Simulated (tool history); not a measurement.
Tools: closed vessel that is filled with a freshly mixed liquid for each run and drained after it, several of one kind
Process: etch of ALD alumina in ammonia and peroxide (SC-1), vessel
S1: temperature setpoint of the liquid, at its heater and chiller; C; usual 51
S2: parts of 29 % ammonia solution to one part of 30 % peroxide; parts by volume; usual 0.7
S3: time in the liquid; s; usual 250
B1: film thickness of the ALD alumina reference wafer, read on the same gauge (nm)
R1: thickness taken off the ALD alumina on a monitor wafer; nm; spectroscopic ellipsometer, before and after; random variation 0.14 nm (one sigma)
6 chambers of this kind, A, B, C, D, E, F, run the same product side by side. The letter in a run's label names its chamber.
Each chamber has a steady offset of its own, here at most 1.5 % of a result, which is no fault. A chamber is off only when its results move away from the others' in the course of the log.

run,hour,S1,S2,S3,B1,R1
1B,4.6,51,0.7,250,60.02,13.895
2C,8.1,51,0.7,250,60.014,14
3D,10.5,51,0.7,250,59.997,13.748
4E,15.6,51,0.7,250,60.015,13.714
5F,19.3,51,0.7,250,59.977,14.267
6A,24.4,51,0.7,250,59.989,13.724
7A,29.7,51,0.7,250,59.992,13.629
8D,34.8,51,0.7,250,60.005,13.797
9C,38.2,51,0.7,250,60.039,13.861
10E,41.2,51,0.7,250,59.985,14.123
11F,45.5,51,0.7,250,60.039,13.839
12B,49.3,51,0.7,250,60.013,13.87
13B,51.7,51,0.7,250,60.001,13.766
14A,54.9,51,0.7,155,59.995,8.2643
# hour 55.2: chamber B: new drum of ammonia solution connected
15C,59.2,51,0.7,155,60.002,8.5016
16E,64.3,51,0.7,155,59.985,8.6449
17D,67.8,51,0.7,155,60.023,8.6843
18F,72.8,51,0.7,155,59.979,8.6136
19F,76.8,51,0.7,155,60.016,8.5388
20B,81.9,56,0.95,250,59.998,18.739
21A,87.4,56,0.95,250,60.02,17.562
22E,90.9,56,0.95,250,60.033,18.613
23C,95.4,56,0.95,250,60.019,18.73
24D,99.8,56,0.95,250,59.973,18.784
25A,103,56,0.95,250,59.991,17.402
26B,105.9,51,0.7,250,60.033,13.765
27D,110,51,0.7,250,60.018,14.206
28E,113.2,44,0.7,345,60.021,12.918
29C,117.9,44,0.7,345,59.988,13.104
30F,122.3,44,0.7,345,59.989,12.895
# hour 123.8: chamber C: ammonia flow meter replaced
31B,127.6,44,0.7,345,59.992,12.685
32A,131.9,44,0.7,345,59.983,11.841
33F,135.3,44,0.7,345,60.056,13.016
34D,140.5,51,0.7,250,59.98,13.817
# hour 143: chamber A: new drum of ammonia solution connected
35E,144.6,51,0.7,250,60.025,14.024
36C,149.9,51,0.7,250,59.956,13.836
37C,154.6,51,0.7,250,60.013,13.945
38A,160,51,0.7,250,60.041,12.22
39D,165.1,51,0.7,250,59.995,13.823

What goes on in this fleet: one chamber off, a drifting gauge, or nothing beyond the chambers' own small offsets? Name the chamber and the cause, if any.

Chamber A drifts away from the others.
Cause: liquid colder than its thermometer reads (K) = 2.45.

Here are 4 candidates for chamber A's next run, each the usual settings with a change, their results left as question marks. Which one brings its results back in line with what the others give on the usual settings?
In line means no further than this from the other chambers' mean on the usual settings: R1 0.47 nm
40A-1,169.1,51,0.7,285,,?
40A-2,169.1,53,0.7,285,,?
40A-3,169.1,49,0.7,220,,?
40A-4,169.1,51,0.7,215,,?

The other chambers' mean on the usual settings: R1 13.892 nm
run,R1
40A-1,13.737
40A-2,15.321
40A-3,9.4872
40A-4,10.363
40A-1 brings the chamber back in line.
